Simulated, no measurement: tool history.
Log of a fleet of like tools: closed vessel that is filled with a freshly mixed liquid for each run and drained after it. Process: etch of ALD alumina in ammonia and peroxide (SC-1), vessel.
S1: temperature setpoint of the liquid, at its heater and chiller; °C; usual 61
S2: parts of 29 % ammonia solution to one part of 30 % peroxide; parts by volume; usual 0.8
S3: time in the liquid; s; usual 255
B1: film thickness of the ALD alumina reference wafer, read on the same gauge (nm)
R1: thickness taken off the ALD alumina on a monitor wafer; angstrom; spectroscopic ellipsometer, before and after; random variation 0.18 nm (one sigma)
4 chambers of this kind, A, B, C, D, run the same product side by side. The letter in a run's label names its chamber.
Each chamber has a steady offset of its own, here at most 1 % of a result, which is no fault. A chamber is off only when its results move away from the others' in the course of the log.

{"run": "1C", "hour": 9.7, "S1": 61, "S2": 0.8, "S3": 255, "B1": 150.02, "R1": 289.62}
{"run": "2B", "hour": 14.4, "S1": 61, "S2": 0.8, "S3": 255, "B1": 150.01, "R1": 293.15}
{"run": "3D", "hour": 23.5, "S1": 61, "S2": 0.8, "S3": 255, "B1": 150.01, "R1": 283.03}
{"run": "4A", "hour": 28.9, "S1": 61, "S2": 0.8, "S3": 255, "B1": 149.99, "R1": 288.38}
{"run": "5A", "hour": 38.7, "S1": 61, "S2": 0.8, "S3": 255, "B1": 150.04, "R1": 287.26}
{"run": "6C", "hour": 43.2, "S1": 61, "S2": 0.8, "S3": 255, "B1": 150.01, "R1": 291.36}
{"run": "7D", "hour": 48.7, "S1": 61, "S2": 0.8, "S3": 255, "B1": 150.04, "R1": 283.65}
{"run": "8B", "hour": 53.9, "S1": 61, "S2": 0.8, "S3": 255, "B1": 149.98, "R1": 284.99}
{"run": "9B", "hour": 59.0, "S1": 61, "S2": 0.8, "S3": 255, "B1": 150.01, "R1": 287.46}
{"run": "10A", "hour": 67.7, "S1": 61, "S2": 0.8, "S3": 255, "B1": 149.98, "R1": 283.19}
{"run": "11C", "hour": 73.0, "S1": 61, "S2": 0.8, "S3": 255, "B1": 150.02, "R1": 292.9}
{"run": "12D", "hour": 79.0, "S1": 61, "S2": 0.8, "S3": 255, "B1": 149.96, "R1": 283.07}
{"run": "13B", "hour": 88.5, "S1": 61, "S2": 0.8, "S3": 255, "B1": 150.01, "R1": 287.5}
{"hour": 90.7, "done": "chamber B: ammonia flow meter replaced"}
{"hour": 94.0, "done": "chamber A: new drum of ammonia solution connected"}
{"run": "14C", "hour": 95.7, "S1": 61, "S2": 0.8, "S3": 255, "B1": 150.01, "R1": 288.76}
{"run": "15D", "hour": 104.2, "S1": 61, "S2": 0.8, "S3": 255, "B1": 149.99, "R1": 286.54}
{"run": "16A", "hour": 109.9, "S1": 61, "S2": 0.8, "S3": 255, "B1": 150.01, "R1": 287.02}
{"run": "17D", "hour": 118.2, "S1": 61, "S2": 0.8, "S3": 255, "B1": 149.98, "R1": 282.49}
{"run": "18A", "hour": 125.8, "S1": 61, "S2": 0.8, "S3": 255, "B1": 150, "R1": 283.85}
{"run": "19C", "hour": 131.3, "S1": 61, "S2": 0.8, "S3": 255, "B1": 150.01, "R1": 291.58}
{"run": "20B", "hour": 138.2, "S1": 61, "S2": 0.8, "S3": 145, "B1": 150.01, "R1": 162.64}
{"run": "21A", "hour": 145.7, "S1": 61, "S2": 0.8, "S3": 145, "B1": 149.99, "R1": 161.08}
{"run": "22C", "hour": 154.0, "S1": 61, "S2": 0.8, "S3": 145, "B1": 150, "R1": 167.65}
{"run": "23B", "hour": 161.6, "S1": 61, "S2": 0.8, "S3": 145, "B1": 150.02, "R1": 163.32}
{"run": "24D", "hour": 170.2, "S1": 61, "S2": 0.8, "S3": 255, "B1": 150.03, "R1": 287.05}
{"run": "25C", "hour": 175.3, "S1": 61, "S2": 0.8, "S3": 255, "B1": 150.02, "R1": 299.62}
{"hour": 176.7, "done": "chamber D: new drum of ammonia solution connected"}
{"run": "26D", "hour": 184.8, "S1": 66, "S2": 0.45, "S3": 255, "B1": 150.03, "R1": 347.18}
{"run": "27B", "hour": 190.5, "S1": 66, "S2": 0.45, "S3": 255, "B1": 150.03, "R1": 348.48}
{"run": "28A", "hour": 195.6, "S1": 66, "S2": 0.45, "S3": 255, "B1": 150.01, "R1": 346.92}
{"run": "29C", "hour": 202.7, "S1": 66, "S2": 0.45, "S3": 255, "B1": 149.97, "R1": 365.85}
{"run": "30B", "hour": 211.4, "S1": 61, "S2": 0.8, "S3": 255, "B1": 149.99, "R1": 287.84}
{"run": "31A", "hour": 219.4, "S1": 61, "S2": 0.8, "S3": 255, "B1": 150, "R1": 287.1}
{"run": "32D", "hour": 229.3, "S1": 61, "S2": 0.8, "S3": 255, "B1": 150.02, "R1": 287.12}
{"run": "33D", "hour": 235.0, "S1": 61, "S2": 0.8, "S3": 255, "B1": 150, "R1": 285.92}
{"run": "34C", "hour": 243.6, "S1": 61, "S2": 0.8, "S3": 255, "B1": 150.02, "R1": 306.97}
{"run": "35A", "hour": 250.9, "S1": 61, "S2": 0.8, "S3": 255, "B1": 150, "R1": 286.2}
{"run": "36B", "hour": 259.1, "S1": 61, "S2": 0.8, "S3": 255, "B1": 149.95, "R1": 286.03}
{"run": "37C", "hour": 267.2, "S1": 61, "S2": 0.8, "S3": 255, "B1": 150, "R1": 306.38}
{"run": "38B", "hour": 274.2, "S1": 61, "S2": 0.8, "S3": 255, "B1": 150, "R1": 285.89}
{"run": "39A", "hour": 284.3, "S1": 61, "S2": 0.8, "S3": 255, "B1": 150, "R1": 288.4}
{"run": "40D", "hour": 289.2, "S1": 61, "S2": 0.8, "S3": 255, "B1": 149.97, "R1": 286.42}
{"run": "41A", "hour": 297.7, "S1": 61, "S2": 0.8, "S3": 255, "B1": 150.01, "R1": 291.34}

Is one chamber off against the others, does the gauge drift, or is nothing wrong? If a chamber is off, say which, and what the likeliest cause is.

Chamber C drifts away from the others.
Cause: liquid hotter than its thermometer reads (K) = 1.4.

Here are 4 candidates for chamber C's next run, each the usual settings with a change, their results left as question marks. Which one brings its results back in line with what the others give on the usual settings?
In line means no further than this from the other chambers' mean on the usual settings: R1 6.4 angstrom
{"run": "42C-1", "hour": 305.0, "S1": 61, "S2": 1.15, "S3": 255, "R1": "?"}
{"run": "42C-2", "hour": 305.0, "S1": 61.5, "S2": 0.8, "S3": 270, "R1": "?"}
{"run": "42C-3", "hour": 305.0, "S1": 59.5, "S2": 0.8, "S3": 255, "R1": "?"}
{"run": "42C-4", "hour": 305.0, "S1": 60.5, "S2": 0.8, "S3": 250, "R1": "?"}

The other chambers' mean on the usual settings: R1 286.56 angstrom
run=42C-1 R1=321.84
run=42C-2 R1=337.55
run=42C-3 R1=287.92
run=42C-4 R1=297
42C-3 brings the chamber back in line.
